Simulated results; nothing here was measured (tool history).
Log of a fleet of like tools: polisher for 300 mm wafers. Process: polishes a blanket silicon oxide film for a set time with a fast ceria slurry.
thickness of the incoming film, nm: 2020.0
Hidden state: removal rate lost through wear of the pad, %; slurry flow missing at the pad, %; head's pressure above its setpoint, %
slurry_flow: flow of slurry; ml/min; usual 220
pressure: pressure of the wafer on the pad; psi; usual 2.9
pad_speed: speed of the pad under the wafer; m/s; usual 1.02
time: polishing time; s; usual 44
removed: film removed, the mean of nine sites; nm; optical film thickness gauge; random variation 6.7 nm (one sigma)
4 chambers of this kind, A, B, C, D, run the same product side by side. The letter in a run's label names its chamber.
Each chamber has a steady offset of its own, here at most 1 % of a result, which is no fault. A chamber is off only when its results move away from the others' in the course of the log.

run   hour  slurry_flow  pressure  pad_speed  time  wafers polished on this pad  hours since the slurry nozzle was cleaned  hours since the head pressure was calibrated  removed
 1D    4.4          220       2.9       1.02    44                          670                                      429.6                                         254.0   889.90
 2B    8.6          220       2.9       1.02    44                          537                                      134.8                                          49.1   880.32
 3A   13.6          220       2.9       1.02    44                         1160                                      116.2                                         704.7   896.68
 4C   20.6          220       2.9       1.02    44                         1199                                      223.2                                         409.5   873.62
      20.7  -- chamber D: worn pad replaced by a new one
      25.6  -- chamber A: worn pad replaced by a new one
 5A   26.5          220       2.9       1.02    44                           17                                      129.1                                         717.6   887.21
      28.7  -- chamber C: worn pad replaced by a new one
 6C   30.1          165       2.9       1.02    44                           25                                      232.7                                         419.0   852.62
      34.6  -- chamber B: worn pad replaced by a new one
 7B   34.6          165       2.9       1.02    44                            1                                      160.8                                          75.1   853.08
      35.1  -- chamber D: slurry nozzle cleaned
      37.2  -- chamber C: slurry nozzle cleaned
 8D   37.9          165       2.9       1.02    44                          305                                        2.8                                         287.5   866.63
 9A   44.6          165       2.9       1.02    44                          336                                      147.2                                         735.7   848.75
10B   48.4          220       2.9       1.02    44                          245                                      174.6                                          88.9   888.44
11D   54.9          220       2.9       1.02    44                          605                                       19.8                                         304.5   893.65
12C   61.7          280       2.9       1.02    32                          583                                       24.5                                         450.6   651.69
13A   66.7          280       2.9       1.02    32                          726                                      169.3                                         757.8   662.44
14C   69.9          280       2.9       1.02    32                          727                                       32.7                                         458.8   653.00
15B   74.5          280       2.9       1.02    32                          705                                      200.7                                         115.0   658.51
      76.7  -- chamber D: worn pad replaced by a new one
16D   78.6          220       2.9       1.02    44                           35                                       43.5                                         328.2   884.49
17D   84.4          220       2.9       1.02    44                          137                                       49.3                                         334.0   894.87
      84.8  -- chamber B: worn pad replaced by a new one
      87.8  -- chamber A: worn pad replaced by a new one
18A   91.3          220       2.9       1.02    44                           62                                      193.9                                         782.4   887.05
19B   95.7          220       2.9       1.02    44                          193                                      221.9                                         136.2   876.98
20C   99.2          220       2.9       1.02    44                         1245                                       62.0                                         488.1   881.03
     104.3  -- chamber C: worn pad replaced by a new one
21C  106.0          220       2.9       0.80    31                           30                                       68.8                                         494.9   483.74
22A  109.9          220       2.9       0.80    31                          390                                      212.5                                         801.0   487.80
23D  116.4          220       2.9       0.80    31                          702                                       81.3                                         366.0   490.58
24B  120.5          220       2.9       0.80    31                          630                                      246.7                                         161.0   487.67
     125.1  -- chamber D: worn pad replaced by a new one
25A  127.1          220       2.9       1.02    44                          694                                      229.7                                         818.2   891.99
26C  134.5          220       2.9       1.02    44                          533                                       97.3                                         523.4   875.92
27D  138.8          220       2.9       1.02    44                          242                                      103.7                                         388.4   886.11
     140.7  -- chamber B: worn pad replaced by a new one
28B  143.4          220       2.9       1.02    44                           48                                      269.6                                         183.9   881.60
29B  150.2          220       2.9       1.02    44                          168                                      276.4                                         190.7   884.13
30D  155.3          220       2.1       1.02    49                          534                                      120.2                                         404.9   710.41

All 4 chambers run these settings next. Forecast each chamber's results:
31A  160.7          220       2.9       1.02    44                                                                                                                              ?
31B  160.7          220       2.9       1.02    44                                                                                                                              ?
31C  160.7          220       2.9       1.02    44                                                                                                                              ?
31D  160.7          220       2.9       1.02    44                                                                                                                              ?

run  removed
31A   884.44
31B   878.91
31C   878.52
31D   882.43
